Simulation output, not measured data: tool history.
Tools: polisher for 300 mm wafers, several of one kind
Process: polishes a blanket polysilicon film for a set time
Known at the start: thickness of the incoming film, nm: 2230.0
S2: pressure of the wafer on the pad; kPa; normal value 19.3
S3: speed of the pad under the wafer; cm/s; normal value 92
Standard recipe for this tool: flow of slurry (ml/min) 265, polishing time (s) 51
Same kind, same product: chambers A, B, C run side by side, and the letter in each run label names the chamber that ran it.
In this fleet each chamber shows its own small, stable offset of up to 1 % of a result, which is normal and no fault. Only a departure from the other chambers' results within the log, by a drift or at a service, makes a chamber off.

{"run": "1C", "hour": 6.6, "flow of slurry (ml/min)": 265, "S2": 19.3, "S3": 92, "polishing time (s)": 51, "film removed (Å)": 3485.5}
{"run": "2A", "hour": 18.0, "flow of slurry (ml/min)": 265, "S2": 19.3, "S3": 92, "polishing time (s)": 51, "film removed (Å)": 3586.1}
{"run": "3B", "hour": 26.6, "flow of slurry (ml/min)": 265, "S2": 19.3, "S3": 92, "polishing time (s)": 51, "film removed (Å)": 3478.6}
{"hour": 38.5, "done": "chamber B: worn pad replaced by a new one"}
{"run": "4A", "hour": 39.6, "flow of slurry (ml/min)": 265, "S2": 19.3, "S3": 92, "polishing time (s)": 51, "film removed (Å)": 3551.2}
{"run": "5B", "hour": 49.6, "flow of slurry (ml/min)": 265, "S2": 19.3, "S3": 92, "polishing time (s)": 51, "film removed (Å)": 3494.9}
{"run": "6C", "hour": 64.8, "flow of slurry (ml/min)": 265, "S2": 19.3, "S3": 92, "polishing time (s)": 51, "film removed (Å)": 3492.9}
{"run": "7A", "hour": 77.3, "flow of slurry (ml/min)": 265, "S2": 19.3, "S3": 92, "polishing time (s)": 51, "film removed (Å)": 3516.8}
{"run": "8C", "hour": 91.3, "flow of slurry (ml/min)": 265, "S2": 19.3, "S3": 92, "polishing time (s)": 51, "film removed (Å)": 3455.9}
{"run": "9B", "hour": 98.2, "flow of slurry (ml/min)": 265, "S2": 19.3, "S3": 92, "polishing time (s)": 51, "film removed (Å)": 3438.7}
{"hour": 100.9, "done": "chamber B: slurry nozzle cleaned"}
{"run": "10A", "hour": 107.0, "flow of slurry (ml/min)": 265, "S2": 19.3, "S3": 92, "polishing time (s)": 51, "film removed (Å)": 3522.5}
{"hour": 116.2, "done": "chamber B: worn pad replaced by a new one"}
{"run": "11B", "hour": 121.1, "flow of slurry (ml/min)": 265, "S2": 19.3, "S3": 92, "polishing time (s)": 51, "film removed (Å)": 3417.5}
{"run": "12C", "hour": 132.0, "flow of slurry (ml/min)": 265, "S2": 19.3, "S3": 92, "polishing time (s)": 51, "film removed (Å)": 3449.1}
{"run": "13A", "hour": 144.3, "flow of slurry (ml/min)": 265, "S2": 19.3, "S3": 92, "polishing time (s)": 51, "film removed (Å)": 3550.3}
{"hour": 146.4, "done": "chamber A: worn pad replaced by a new one"}
{"run": "14B", "hour": 155.4, "flow of slurry (ml/min)": 265, "S2": 19.3, "S3": 92, "polishing time (s)": 51, "film removed (Å)": 3505.2}
{"run": "15C", "hour": 168.1, "flow of slurry (ml/min)": 265, "S2": 19.3, "S3": 92, "polishing time (s)": 51, "film removed (Å)": 3398.6}
{"run": "16B", "hour": 174.7, "flow of slurry (ml/min)": 265, "S2": 19.3, "S3": 92, "polishing time (s)": 51, "film removed (Å)": 3532.5}
{"hour": 175.6, "done": "chamber A: head pressure recalibrated"}
{"run": "17A", "hour": 183.5, "flow of slurry (ml/min)": 265, "S2": 19.3, "S3": 92, "polishing time (s)": 51, "film removed (Å)": 3579.8}
{"run": "18C", "hour": 192.7, "flow of slurry (ml/min)": 265, "S2": 19.3, "S3": 92, "polishing time (s)": 51, "film removed (Å)": 3418.8}
{"run": "19C", "hour": 202.7, "flow of slurry (ml/min)": 265, "S2": 19.3, "S3": 70, "polishing time (s)": 51, "film removed (Å)": 2576.9}
{"hour": 206.1, "done": "chamber B: worn pad replaced by a new one"}
{"run": "20A", "hour": 209.5, "flow of slurry (ml/min)": 265, "S2": 19.3, "S3": 70, "polishing time (s)": 51, "film removed (Å)": 2691.3}
{"run": "21B", "hour": 219.5, "flow of slurry (ml/min)": 265, "S2": 19.3, "S3": 70, "polishing time (s)": 51, "film removed (Å)": 2643.2}
{"run": "22B", "hour": 230.8, "flow of slurry (ml/min)": 265, "S2": 19.3, "S3": 92, "polishing time (s)": 51, "film removed (Å)": 3425.4}
{"run": "23A", "hour": 238.1, "flow of slurry (ml/min)": 265, "S2": 19.3, "S3": 92, "polishing time (s)": 51, "film removed (Å)": 3524.4}
{"run": "24C", "hour": 246.2, "flow of slurry (ml/min)": 265, "S2": 19.3, "S3": 92, "polishing time (s)": 51, "film removed (Å)": 3314.8}
{"run": "25C", "hour": 257.5, "flow of slurry (ml/min)": 265, "S2": 19.3, "S3": 92, "polishing time (s)": 51, "film removed (Å)": 3346.9}
{"run": "26A", "hour": 271.5, "flow of slurry (ml/min)": 265, "S2": 19.3, "S3": 92, "polishing time (s)": 51, "film removed (Å)": 3563.1}
{"run": "27B", "hour": 281.4, "flow of slurry (ml/min)": 265, "S2": 19.3, "S3": 92, "polishing time (s)": 51, "film removed (Å)": 3441.8}
{"hour": 286.7, "done": "chamber B: worn pad replaced by a new one"}
{"hour": 287.1, "done": "chamber C: slurry nozzle cleaned"}
{"run": "28B", "hour": 294.6, "flow of slurry (ml/min)": 265, "S2": 19.3, "S3": 92, "polishing time (s)": 51, "film removed (Å)": 3505.3}
{"hour": 302.9, "done": "chamber A: worn pad replaced by a new one"}
{"run": "29C", "hour": 305.0, "flow of slurry (ml/min)": 265, "S2": 19.3, "S3": 92, "polishing time (s)": 51, "film removed (Å)": 3217.2}
{"run": "30A", "hour": 313.7, "flow of slurry (ml/min)": 265, "S2": 19.3, "S3": 92, "polishing time (s)": 51, "film removed (Å)": 3550.8}
{"run": "31B", "hour": 322.8, "flow of slurry (ml/min)": 265, "S2": 17.2, "S3": 92, "polishing time (s)": 51, "film removed (Å)": 3040.2}
{"run": "32C", "hour": 332.4, "flow of slurry (ml/min)": 265, "S2": 17.2, "S3": 92, "polishing time (s)": 51, "film removed (Å)": 2906.0}
{"run": "33A", "hour": 339.7, "flow of slurry (ml/min)": 265, "S2": 17.2, "S3": 92, "polishing time (s)": 51, "film removed (Å)": 3110.8}
{"run": "34B", "hour": 353.8, "flow of slurry (ml/min)": 265, "S2": 19.3, "S3": 92, "polishing time (s)": 51, "film removed (Å)": 3512.3}
{"run": "35C", "hour": 368.4, "flow of slurry (ml/min)": 265, "S2": 19.3, "S3": 92, "polishing time (s)": 51, "film removed (Å)": 3180.7}
{"hour": 369.3, "done": "chamber B: worn pad replaced by a new one"}
{"run": "36A", "hour": 380.1, "flow of slurry (ml/min)": 265, "S2": 19.3, "S3": 92, "polishing time (s)": 51, "film removed (Å)": 3607.4}
{"run": "37C", "hour": 389.2, "flow of slurry (ml/min)": 265, "S2": 19.3, "S3": 92, "polishing time (s)": 51, "film removed (Å)": 3242.1}
{"run": "38B", "hour": 396.3, "flow of slurry (ml/min)": 265, "S2": 15.2, "S3": 124, "polishing time (s)": 51, "film removed (Å)": 3732.0}
{"hour": 405.2, "done": "chamber B: head pressure recalibrated"}
{"run": "39A", "hour": 408.8, "flow of slurry (ml/min)": 265, "S2": 15.2, "S3": 124, "polishing time (s)": 51, "film removed (Å)": 3783.8}
{"run": "40C", "hour": 417.3, "flow of slurry (ml/min)": 265, "S2": 15.2, "S3": 124, "polishing time (s)": 51, "film removed (Å)": 3388.9}
{"run": "41A", "hour": 427.8, "flow of slurry (ml/min)": 265, "S2": 13.1, "S3": 112, "polishing time (s)": 51, "film removed (Å)": 2938.9}
{"run": "42B", "hour": 436.5, "flow of slurry (ml/min)": 265, "S2": 13.1, "S3": 112, "polishing time (s)": 51, "film removed (Å)": 2949.6}

Next, all 3 chambers run the settings below, one line each with question marks for the results. What does each chamber give?
{"run": "43A", "hour": 447.4, "flow of slurry (ml/min)": 335, "S2": 19.3, "S3": 92, "polishing time (s)": 51, "film removed (Å)": "?"}
{"run": "43B", "hour": 447.4, "flow of slurry (ml/min)": 335, "S2": 19.3, "S3": 92, "polishing time (s)": 51, "film removed (Å)": "?"}
{"run": "43C", "hour": 447.4, "flow of slurry (ml/min)": 335, "S2": 19.3, "S3": 92, "polishing time (s)": 51, "film removed (Å)": "?"}

run=43A film_removed_(Å)=3592.9
run=43B film_removed_(Å)=3535.1
run=43C film_removed_(Å)=3234.5
